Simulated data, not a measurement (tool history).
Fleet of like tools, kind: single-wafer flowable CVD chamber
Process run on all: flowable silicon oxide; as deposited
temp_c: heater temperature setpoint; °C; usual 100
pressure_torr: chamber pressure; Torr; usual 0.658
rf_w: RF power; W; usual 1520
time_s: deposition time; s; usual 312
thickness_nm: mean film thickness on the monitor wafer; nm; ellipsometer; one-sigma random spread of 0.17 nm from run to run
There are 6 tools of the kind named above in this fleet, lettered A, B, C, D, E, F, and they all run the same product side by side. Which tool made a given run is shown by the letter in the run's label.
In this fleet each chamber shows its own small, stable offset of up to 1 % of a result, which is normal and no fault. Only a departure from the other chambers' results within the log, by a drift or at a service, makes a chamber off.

| run | hour | temp_c | pressure_torr | rf_w | time_s | hours since the last thermocouple change | hours since the last RF generator calibration | hours since the last manometer calibration | read-back reference wafer on the same gauge, thickness_nm | thickness_nm |
|---|---|---|---|---|---|---|---|---|---|---|
|  | 1.3 | chamber B: RF generator calibrated |
| 1E | 10.3 | 100 | 0.658 | 1520 | 312 | 336.5 | 1500 | 932.7 | 119 | 137.24 |
| 2C | 20 | 100 | 0.658 | 1520 | 312 | 479.9 | 735.2 | 2613.9 | 119.05 | 135.5 |
| 3A | 27.8 | 100 | 0.658 | 1520 | 312 | 537.7 | 495.3 | 3127.7 | 119.04 | 136.55 |
| 4D | 35.3 | 100 | 0.658 | 1520 | 312 | 2163.5 | 1731 | 275.5 | 119.05 | 135.66 |
| 5B | 44 | 114 | 0.658 | 1520 | 312 | 1201.6 | 42.7 | 512.2 | 119.03 | 85.899 |
| 6F | 56.9 | 114 | 0.658 | 1520 | 312 | 1333.4 | 342.4 | 379.1 | 119.07 | 85.702 |
| 7B | 69.2 | 114 | 0.658 | 1520 | 312 | 1226.8 | 67.9 | 537.4 | 119.09 | 86.262 |
| 8D | 82 | 114 | 0.658 | 1520 | 312 | 2210.2 | 1777.7 | 322.2 | 119.09 | 85.772 |
| 9E | 94.4 | 114 | 0.658 | 1520 | 312 | 420.6 | 1584.1 | 1016.8 | 119.15 | 87.197 |
| 10F | 108.1 | 114 | 0.658 | 1520 | 312 | 1384.6 | 393.6 | 430.3 | 119.19 | 86.026 |
| 11A | 114.7 | 100 | 0.658 | 1520 | 312 | 624.6 | 582.2 | 3214.6 | 119.2 | 136.47 |
|  | 117 | chamber A: capacitance manometer re-zeroed and calibrated |
| 12C | 126.7 | 100 | 0.658 | 1520 | 312 | 586.6 | 841.9 | 2720.6 | 119.21 | 135.58 |
| 13D | 135.4 | 100 | 0.752 | 1520 | 290 | 2263.6 | 1831.1 | 375.6 | 119.18 | 151.48 |
| 14E | 147.1 | 100 | 0.752 | 1520 | 290 | 473.3 | 1636.8 | 1069.5 | 119.19 | 152.95 |
| 15F | 153.8 | 100 | 0.752 | 1520 | 290 | 1430.3 | 439.3 | 476 | 119.22 | 152.03 |
| 16A | 163.1 | 100 | 0.752 | 1520 | 290 | 673 | 630.6 | 46.2 | 119.26 | 153.36 |
| 17B | 169.6 | 100 | 0.752 | 1520 | 290 | 1327.2 | 168.3 | 637.8 | 119.23 | 152.14 |
| 18C | 179.5 | 100 | 0.752 | 1520 | 290 | 639.4 | 894.7 | 2773.4 | 119.31 | 151.22 |
| 19E | 193.1 | 100 | 0.658 | 1520 | 312 | 519.3 | 1682.8 | 1115.5 | 119.28 | 137.45 |
| 20C | 206.2 | 100 | 0.658 | 1520 | 312 | 666.1 | 921.4 | 2800.1 | 119.33 | 136.03 |
| 21A | 213.4 | 100 | 0.658 | 1520 | 312 | 723.3 | 680.9 | 96.5 | 119.29 | 136.62 |
| 22F | 226.4 | 100 | 0.712 | 1520 | 351 | 1502.9 | 511.9 | 548.6 | 119.33 | 171.23 |
| 23B | 237.9 | 100 | 0.712 | 1520 | 351 | 1395.5 | 236.6 | 706.1 | 119.35 | 171.2 |
| 24D | 244.5 | 100 | 0.712 | 1520 | 351 | 2372.7 | 1940.2 | 484.7 | 119.37 | 170.46 |
|  | 248.2 | chamber E: RF generator calibrated |
| 25B | 250.7 | 100 | 0.712 | 1520 | 351 | 1408.3 | 249.4 | 718.9 | 119.36 | 171.25 |
| 26C | 264 | 100 | 0.712 | 1520 | 351 | 723.9 | 979.2 | 2857.9 | 119.4 | 170.36 |
| 27F | 276.2 | 100 | 0.712 | 1520 | 351 | 1552.7 | 561.7 | 598.4 | 119.37 | 171.16 |
| 28A | 284.4 | 100 | 0.658 | 1520 | 312 | 794.3 | 751.9 | 167.5 | 119.42 | 137.17 |
| 29E | 294.3 | 100 | 0.658 | 1520 | 312 | 620.5 | 46.1 | 1216.7 | 119.42 | 137.25 |
| 30D | 306.1 | 100 | 0.658 | 1520 | 312 | 2434.3 | 2001.8 | 546.3 | 119.43 | 135.91 |
| 31B | 313.1 | 100 | 0.658 | 1520 | 312 | 1470.7 | 311.8 | 781.3 | 119.48 | 136.97 |
| 32A | 322.5 | 100 | 0.658 | 1520 | 312 | 832.4 | 790 | 205.6 | 119.5 | 136.65 |
|  | 335.7 | chamber D: RF generator calibrated |
| 33E | 336.2 | 100 | 0.658 | 1520 | 312 | 662.4 | 88 | 1258.6 | 119.5 | 137.48 |
| 34F | 349.2 | 100 | 0.658 | 1520 | 312 | 1625.7 | 634.7 | 671.4 | 119.56 | 136.53 |
| 35C | 362.6 | 100 | 0.658 | 1750 | 312 | 822.5 | 1077.8 | 2956.5 | 119.54 | 141.88 |
| 36D | 371.1 | 100 | 0.658 | 1750 | 312 | 2499.3 | 35.5 | 611.3 | 119.57 | 141.31 |
| 37D | 380 | 100 | 0.658 | 1750 | 312 | 2508.2 | 44.4 | 620.2 | 119.63 | 141.79 |
| 38F | 387.7 | 100 | 0.658 | 1750 | 312 | 1664.2 | 673.2 | 709.9 | 119.58 | 142.18 |
| 39E | 394 | 100 | 0.658 | 1750 | 312 | 720.2 | 145.8 | 1316.4 | 119.61 | 143.55 |
| 40A | 403 | 100 | 0.658 | 1750 | 312 | 912.9 | 870.5 | 286.1 | 119.56 | 143 |

One chamber off, gauge drift, or nothing amiss beyond the chambers' own small offsets? If it is a chamber, which one, and what is the likeliest cause?

The gauge drifts, so all chambers seem to drift together. No chamber is off.
Cause: gauge reads high (%) = 0.519.

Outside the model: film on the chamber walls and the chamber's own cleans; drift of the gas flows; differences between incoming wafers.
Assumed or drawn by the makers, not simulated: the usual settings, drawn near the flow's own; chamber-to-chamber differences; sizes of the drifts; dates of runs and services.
